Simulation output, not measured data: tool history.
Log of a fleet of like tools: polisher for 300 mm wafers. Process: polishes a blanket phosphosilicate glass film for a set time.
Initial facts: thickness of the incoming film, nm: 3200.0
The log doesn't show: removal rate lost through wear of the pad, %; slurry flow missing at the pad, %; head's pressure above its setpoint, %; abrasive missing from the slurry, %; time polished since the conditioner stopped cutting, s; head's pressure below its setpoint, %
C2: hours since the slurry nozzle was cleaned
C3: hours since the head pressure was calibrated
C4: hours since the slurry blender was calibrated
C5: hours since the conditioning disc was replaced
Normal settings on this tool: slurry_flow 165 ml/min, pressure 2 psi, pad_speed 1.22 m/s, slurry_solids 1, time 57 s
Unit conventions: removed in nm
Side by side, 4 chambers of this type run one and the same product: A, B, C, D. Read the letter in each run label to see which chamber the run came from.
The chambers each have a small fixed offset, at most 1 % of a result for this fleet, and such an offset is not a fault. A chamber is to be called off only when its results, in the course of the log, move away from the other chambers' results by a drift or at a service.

run 1D hour=3.7 | slurry_flow=165 pressure=2 pad_speed=1.22 slurry_solids=1 time=57 | wafers_polished_on_this_pad=428 C2=96.8 C3=51.2 C4=116.1 C5=67 | removed=391.66
-- hour=5.9 chamber B: worn pad replaced by a new one
run 2C hour=8.5 | slurry_flow=165 pressure=2 pad_speed=1.22 slurry_solids=1 time=57 | wafers_polished_on_this_pad=1027 C2=72.6 C3=333.2 C4=166.1 C5=93.4 | removed=403.81
run 3A hour=12.3 | slurry_flow=165 pressure=2 pad_speed=1.22 slurry_solids=1 time=57 | wafers_polished_on_this_pad=703 C2=380 C3=764.2 C4=100.9 C5=296.6 | removed=391.81
-- hour=14.7 chamber C: worn pad replaced by a new one
run 4B hour=16 | slurry_flow=165 pressure=2 pad_speed=1.22 slurry_solids=1 time=57 | wafers_polished_on_this_pad=106 C2=286.4 C3=256.4 C4=130 C5=410.1 | removed=406.37
run 5C hour=22 | slurry_flow=165 pressure=1.4 pad_speed=1.22 slurry_solids=1 time=57 | wafers_polished_on_this_pad=77 C2=86.1 C3=346.7 C4=179.6 C5=106.9 | removed=279.17
-- hour=26.3 chamber A: head pressure recalibrated
run 6B hour=27.4 | slurry_flow=165 pressure=1.4 pad_speed=1.22 slurry_solids=1 time=57 | wafers_polished_on_this_pad=225 C2=297.8 C3=267.8 C4=141.4 C5=421.5 | removed=280.45
-- hour=29.5 chamber D: worn pad replaced by a new one
run 7D hour=33.3 | slurry_flow=165 pressure=1.4 pad_speed=1.22 slurry_solids=1 time=57 | wafers_polished_on_this_pad=40 C2=126.4 C3=80.8 C4=145.7 C5=96.6 | removed=275.74
run 8A hour=39 | slurry_flow=165 pressure=1.4 pad_speed=1.22 slurry_solids=1 time=57 | wafers_polished_on_this_pad=983 C2=406.7 C3=12.7 C4=127.6 C5=323.3 | removed=272.83
-- hour=39.5 chamber B: slurry blender recalibrated
-- hour=40.4 chamber A: worn pad replaced by a new one
run 9D hour=46 | slurry_flow=165 pressure=2 pad_speed=1.22 slurry_solids=1 time=57 | wafers_polished_on_this_pad=173 C2=139.1 C3=93.5 C4=158.4 C5=109.3 | removed=394.37
-- hour=48.9 chamber D: conditioning disc replaced and pad reconditioned
run 10B hour=53.1 | slurry_flow=165 pressure=2 pad_speed=1.22 slurry_solids=1 time=57 | wafers_polished_on_this_pad=494 C2=323.5 C3=293.5 C4=13.6 C5=447.2 | removed=398.72
run 11C hour=59.2 | slurry_flow=165 pressure=2 pad_speed=1.22 slurry_solids=1 time=57 | wafers_polished_on_this_pad=466 C2=123.3 C3=383.9 C4=216.8 C5=144.1 | removed=400.78
run 12A hour=63.7 | slurry_flow=165 pressure=2 pad_speed=1.22 slurry_solids=1 time=57 | wafers_polished_on_this_pad=244 C2=431.4 C3=37.4 C4=152.3 C5=348 | removed=396.99
-- hour=64.7 chamber D: slurry blender recalibrated
run 13A hour=70.2 | slurry_flow=165 pressure=2 pad_speed=1.22 slurry_solids=1 time=57 | wafers_polished_on_this_pad=312 C2=437.9 C3=43.9 C4=158.8 C5=354.5 | removed=393.61
run 14D hour=75.1 | slurry_flow=165 pressure=2 pad_speed=1.22 slurry_solids=1 time=57 | wafers_polished_on_this_pad=477 C2=168.2 C3=122.6 C4=10.4 C5=26.2 | removed=402.93
-- hour=75.2 chamber A: slurry nozzle cleaned
run 15B hour=81 | slurry_flow=165 pressure=2 pad_speed=1.22 slurry_solids=1 time=57 | wafers_polished_on_this_pad=786 C2=351.4 C3=321.4 C4=41.5 C5=475.1 | removed=390.65
run 16C hour=86.5 | slurry_flow=165 pressure=2 pad_speed=1.22 slurry_solids=1 time=57 | wafers_polished_on_this_pad=752 C2=150.6 C3=411.2 C4=244.1 C5=171.4 | removed=401.91
run 17A hour=92.2 | slurry_flow=165 pressure=2 pad_speed=1.22 slurry_solids=1 time=57 | wafers_polished_on_this_pad=543 C2=17.1 C3=65.9 C4=180.8 C5=376.5 | removed=402.93
-- hour=96.5 chamber D: worn pad replaced by a new one
run 18C hour=100.1 | slurry_flow=165 pressure=2 pad_speed=1.22 slurry_solids=1 time=57 | wafers_polished_on_this_pad=894 C2=164.2 C3=424.8 C4=257.7 C5=185 | removed=399.45
-- hour=103.6 chamber B: conditioning disc replaced and pad reconditioned
run 19B hour=104 | slurry_flow=165 pressure=2 pad_speed=1.22 slurry_solids=1 time=57 | wafers_polished_on_this_pad=1027 C2=374.4 C3=344.4 C4=64.5 C5=0.4 | removed=394.68
run 20D hour=110.2 | slurry_flow=165 pressure=2 pad_speed=1.22 slurry_solids=1 time=57 | wafers_polished_on_this_pad=144 C2=203.3 C3=157.7 C4=45.5 C5=61.3 | removed=393.09
run 21A hour=117.5 | slurry_flow=165 pressure=2 pad_speed=1.22 slurry_solids=1 time=57 | wafers_polished_on_this_pad=807 C2=42.4 C3=91.2 C4=206.1 C5=401.8 | removed=398.2
-- hour=120.3 chamber B: worn pad replaced by a new one
run 22D hour=121.9 | slurry_flow=165 pressure=2 pad_speed=1.22 slurry_solids=1 time=57 | wafers_polished_on_this_pad=266 C2=215 C3=169.4 C4=57.2 C5=73 | removed=400.18
run 23C hour=126.5 | slurry_flow=165 pressure=2 pad_speed=1.22 slurry_solids=1 time=57 | wafers_polished_on_this_pad=1171 C2=190.6 C3=451.2 C4=284.1 C5=211.4 | removed=403.37
-- hour=134.8 chamber A: worn pad replaced by a new one
run 24B hour=134.8 | slurry_flow=165 pressure=2 pad_speed=1.22 slurry_solids=1 time=57 | wafers_polished_on_this_pad=152 C2=405.2 C3=375.2 C4=95.3 C5=31.2 | removed=405.34
run 25C hour=138.5 | slurry_flow=165 pressure=2 pad_speed=1.22 slurry_solids=1 time=57 | wafers_polished_on_this_pad=1297 C2=202.6 C3=463.2 C4=296.1 C5=223.4 | removed=402.31
-- hour=139.1 chamber C: worn pad replaced by a new one
-- hour=143.8 chamber A: conditioning disc replaced and pad reconditioned
run 26A hour=146.5 | slurry_flow=165 pressure=2 pad_speed=1.22 slurry_solids=1 time=57 | wafers_polished_on_this_pad=123 C2=71.4 C3=120.2 C4=235.1 C5=2.8 | removed=401.22
run 27D hour=152.6 | slurry_flow=165 pressure=2 pad_speed=1.22 slurry_solids=1 time=57 | wafers_polished_on_this_pad=588 C2=245.7 C3=200.1 C4=87.9 C5=103.7 | removed=391.48
-- hour=154.4 chamber A: slurry blender recalibrated
-- hour=155.6 chamber D: worn pad replaced by a new one
run 28B hour=158.3 | slurry_flow=165 pressure=2 pad_speed=1.22 slurry_solids=1 time=57 | wafers_polished_on_this_pad=398 C2=428.7 C3=398.7 C4=118.8 C5=54.7 | removed=395.63
run 29B hour=162.2 | slurry_flow=165 pressure=2 pad_speed=1.22 slurry_solids=1 time=57 | wafers_polished_on_this_pad=439 C2=432.6 C3=402.6 C4=122.7 C5=58.6 | removed=391.45
run 30C hour=166.6 | slurry_flow=165 pressure=2 pad_speed=1.22 slurry_solids=1 time=57 | wafers_polished_on_this_pad=288 C2=230.7 C3=491.3 C4=324.2 C5=251.5 | removed=407.21
run 31A hour=174.3 | slurry_flow=165 pressure=2 pad_speed=1.22 slurry_solids=1 time=57 | wafers_polished_on_this_pad=414 C2=99.2 C3=148 C4=19.9 C5=30.6 | removed=393.93
run 32D hour=180.9 | slurry_flow=165 pressure=2 pad_speed=1.22 slurry_solids=1 time=57 | wafers_polished_on_this_pad=265 C2=274 C3=228.4 C4=116.2 C5=132 | removed=393.51
-- hour=181.3 chamber D: conditioning disc replaced and pad reconditioned
run 33C hour=185.3 | slurry_flow=165 pressure=2 pad_speed=1.22 slurry_solids=1 time=57 | wafers_polished_on_this_pad=484 C2=249.4 C3=510 C4=342.9 C5=270.2 | removed=392.08
run 34B hour=190.6 | slurry_flow=165 pressure=2 pad_speed=1.22 slurry_solids=1 time=57 | wafers_polished_on_this_pad=736 C2=461 C3=431 C4=151.1 C5=87 | removed=404.53
run 35A hour=198.5 | slurry_flow=165 pressure=2 pad_speed=1.22 slurry_solids=1 time=57 | wafers_polished_on_this_pad=667 C2=123.4 C3=172.2 C4=44.1 C5=54.8 | removed=400.62
-- hour=202.2 chamber B: slurry blender recalibrated
run 36D hour=206.2 | slurry_flow=165 pressure=2 pad_speed=1.22 slurry_solids=1 time=57 | wafers_polished_on_this_pad=530 C2=299.3 C3=253.7 C4=141.5 C5=25 | removed=390.25
run 37A hour=211.6 | slurry_flow=165 pressure=2 pad_speed=1.22 slurry_solids=1 time=57 | wafers_polished_on_this_pad=804 C2=136.5 C3=185.3 C4=57.2 C5=67.9 | removed=394.76
-- hour=211.8 chamber B: slurry nozzle cleaned
run 38B hour=217.3 | slurry_flow=105 pressure=2.3 pad_speed=1.22 slurry_solids=1 time=57 | wafers_polished_on_this_pad=1015 C2=5.6 C3=457.7 C4=15.1 C5=113.7 | removed=413.38
-- hour=218.6 chamber D: worn pad replaced by a new one
run 39D hour=223 | slurry_flow=105 pressure=2.3 pad_speed=1.22 slurry_solids=1 time=57 | wafers_polished_on_this_pad=47 C2=316.1 C3=270.5 C4=158.3 C5=41.8 | removed=414.73
run 40C hour=227.4 | slurry_flow=105 pressure=2.3 pad_speed=1.22 slurry_solids=1 time=57 | wafers_polished_on_this_pad=925 C2=291.5 C3=552.1 C4=385 C5=312.3 | removed=421.84
-- hour=232.9 chamber D: slurry blender recalibrated
run 41D hour=235.2 | slurry_flow=105 pressure=2.3 pad_speed=1.22 slurry_solids=1 time=57 | wafers_polished_on_this_pad=174 C2=328.3 C3=282.7 C4=2.3 C5=54 | removed=418.12

Each of the 4 chambers runs these same settings next. Fill in every chamber's results:
run 42A hour=241.2 | slurry_flow=190 pressure=2 pad_speed=1.22 slurry_solids=1 time=57 | removed=?
run 42B hour=241.2 | slurry_flow=190 pressure=2 pad_speed=1.22 slurry_solids=1 time=57 | removed=?
run 42C hour=241.2 | slurry_flow=190 pressure=2 pad_speed=1.22 slurry_solids=1 time=57 | removed=?
run 42D hour=241.2 | slurry_flow=190 pressure=2 pad_speed=1.22 slurry_solids=1 time=57 | removed=?

run=42A removed=406.78
run=42B removed=409.41
run=42C removed=409.44
run=42D removed=402.75
